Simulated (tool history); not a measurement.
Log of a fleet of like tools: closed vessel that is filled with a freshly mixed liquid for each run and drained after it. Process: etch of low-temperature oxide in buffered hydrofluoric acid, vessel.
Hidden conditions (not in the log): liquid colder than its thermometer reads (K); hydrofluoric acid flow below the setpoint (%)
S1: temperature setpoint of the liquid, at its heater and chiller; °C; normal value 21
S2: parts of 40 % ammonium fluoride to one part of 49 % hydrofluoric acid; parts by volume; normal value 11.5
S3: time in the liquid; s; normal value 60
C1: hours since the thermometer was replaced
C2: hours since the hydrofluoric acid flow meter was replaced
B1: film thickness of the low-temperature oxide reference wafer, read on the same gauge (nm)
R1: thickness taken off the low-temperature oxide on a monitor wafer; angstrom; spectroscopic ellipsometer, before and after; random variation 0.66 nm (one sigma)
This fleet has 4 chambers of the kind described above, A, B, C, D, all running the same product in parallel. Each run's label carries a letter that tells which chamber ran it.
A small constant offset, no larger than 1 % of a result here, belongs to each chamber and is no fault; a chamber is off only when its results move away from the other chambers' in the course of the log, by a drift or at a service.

| run | hour | S1 | S2 | S3 | C1 | C2 | B1 | R1 |
|---|---|---|---|---|---|---|---|---|
| 1C | 7.6 | 21 | 11.5 | 60 | 710.6 | 618.7 | 49.997 | 918.33 |
| 2A | 13.3 | 21 | 11.5 | 60 | 97 | 583.9 | 50.015 | 911.02 |
| 3D | 17.5 | 21 | 11.5 | 60 | 1955.2 | 168.2 | 50.019 | 907.52 |
| 4B | 24.1 | 21 | 11.5 | 60 | 92.6 | 1053.1 | 49.988 | 912.97 |
| 5B | 28.5 | 21 | 8 | 50 | 97 | 1057.5 | 49.986 | 1067.1 |
| 6D | 32.8 | 21 | 8 | 50 | 1970.5 | 183.5 | 50.022 | 1046.9 |
| 7C | 37.9 | 21 | 8 | 50 | 740.9 | 649 | 49.97 | 1056.6 |
| 8A | 42.9 | 21 | 8 | 50 | 126.6 | 613.5 | 50.003 | 1056.6 |
| 9B | 49.8 | 21 | 11.5 | 60 | 118.3 | 1078.8 | 50.018 | 906.67 |
| 10D | 57.3 | 21 | 11.5 | 60 | 1995 | 208 | 49.995 | 891.8 |
| 11C | 62.9 | 21 | 11.5 | 60 | 765.9 | 674 | 49.977 | 910.26 |
| 12A | 67.7 | 21 | 11.5 | 60 | 151.4 | 638.3 | 49.994 | 914.82 |
| 13C | 73.6 | 21 | 11.5 | 60 | 776.6 | 684.7 | 50.004 | 922.33 |
| 14B | 79.9 | 21 | 11.5 | 60 | 148.4 | 1108.9 | 50.013 | 910.21 |
| 15D | 87.2 | 21 | 11.5 | 60 | 2024.9 | 237.9 | 49.991 | 884.47 |
| 16A | 91.7 | 21 | 11.5 | 60 | 175.4 | 662.3 | 49.977 | 911.89 |
| 17B | 97 | 21 | 11.5 | 60 | 165.5 | 1126 | 50.005 | 915.28 |
| 18A | 100.8 | 21 | 11.5 | 60 | 184.5 | 671.4 | 50.01 | 903.29 |
| 19D | 107.3 | 21 | 11.5 | 60 | 2045 | 258 | 50.01 | 876.64 |
| 20C | 114.5 | 21 | 11.5 | 60 | 817.5 | 725.6 | 49.999 | 913.07 |
| 21B | 120 | 21 | 11.5 | 60 | 188.5 | 1149 | 50.02 | 917.73 |
| 22A | 124.3 | 21 | 11.5 | 60 | 208 | 694.9 | 49.989 | 924.32 |
| 23C | 130 | 21 | 11.5 | 60 | 833 | 741.1 | 50.003 | 910.25 |
| 24D | 138 | 21 | 11.5 | 60 | 2075.7 | 288.7 | 49.99 | 851.68 |
| 25C | 144.4 | 21 | 11.5 | 60 | 847.4 | 755.5 | 50 | 912.44 |
| 26B | 151.9 | 21 | 7.5 | 60 | 220.4 | 1180.9 | 50.006 | 1358.8 |
| 27A | 159.7 | 21 | 7.5 | 60 | 243.4 | 730.3 | 50.001 | 1369.9 |
| 28D | 164.4 | 21 | 7.5 | 60 | 2102.1 | 315.1 | 50.008 | 1256.5 |
| 29B | 169.5 | 21 | 7.5 | 60 | 238 | 1198.5 | 49.994 | 1379.2 |
| 30C | 176.1 | 21 | 11.5 | 60 | 879.1 | 787.2 | 50.018 | 898.67 |

What goes on in this fleet: one chamber off, a drifting gauge, or nothing beyond the chambers' own small offsets? Name the chamber and the cause, if any.

Little by little, chamber D moves away from the other chambers.
Cause: hydrofluoric acid flow below the setpoint (%) = 8.42.
With only this log, it may be confused with: liquid colder than its thermometer reads (K).

Below are 4 candidate recipes for chamber D's next run, each the usual settings with a change, their results shown as question marks. Which of them brings D's results back in line with what the other chambers give on the usual settings?
Maximum distance from the other chambers' mean on the usual settings for a result to count as in line: R1 23 angstrom
| 31D-1 | 182 | 21 | 11.5 | 55 |  |  |  | ? |
| 31D-2 | 182 | 21 | 14 | 60 |  |  |  | ? |
| 31D-3 | 182 | 22.5 | 11.5 | 60 |  |  |  | ? |
| 31D-4 | 182 | 22 | 11.5 | 70 |  |  |  | ? |

The other chambers' mean on the usual settings: R1 912.77 angstrom
| run | R1 |
|---|---|
| 31D-1 | 762.78 |
| 31D-2 | 685.2 |
| 31D-3 | 904.7 |
| 31D-4 | 1026.8 |
It is 31D-3 that realigns the chamber with its peers.

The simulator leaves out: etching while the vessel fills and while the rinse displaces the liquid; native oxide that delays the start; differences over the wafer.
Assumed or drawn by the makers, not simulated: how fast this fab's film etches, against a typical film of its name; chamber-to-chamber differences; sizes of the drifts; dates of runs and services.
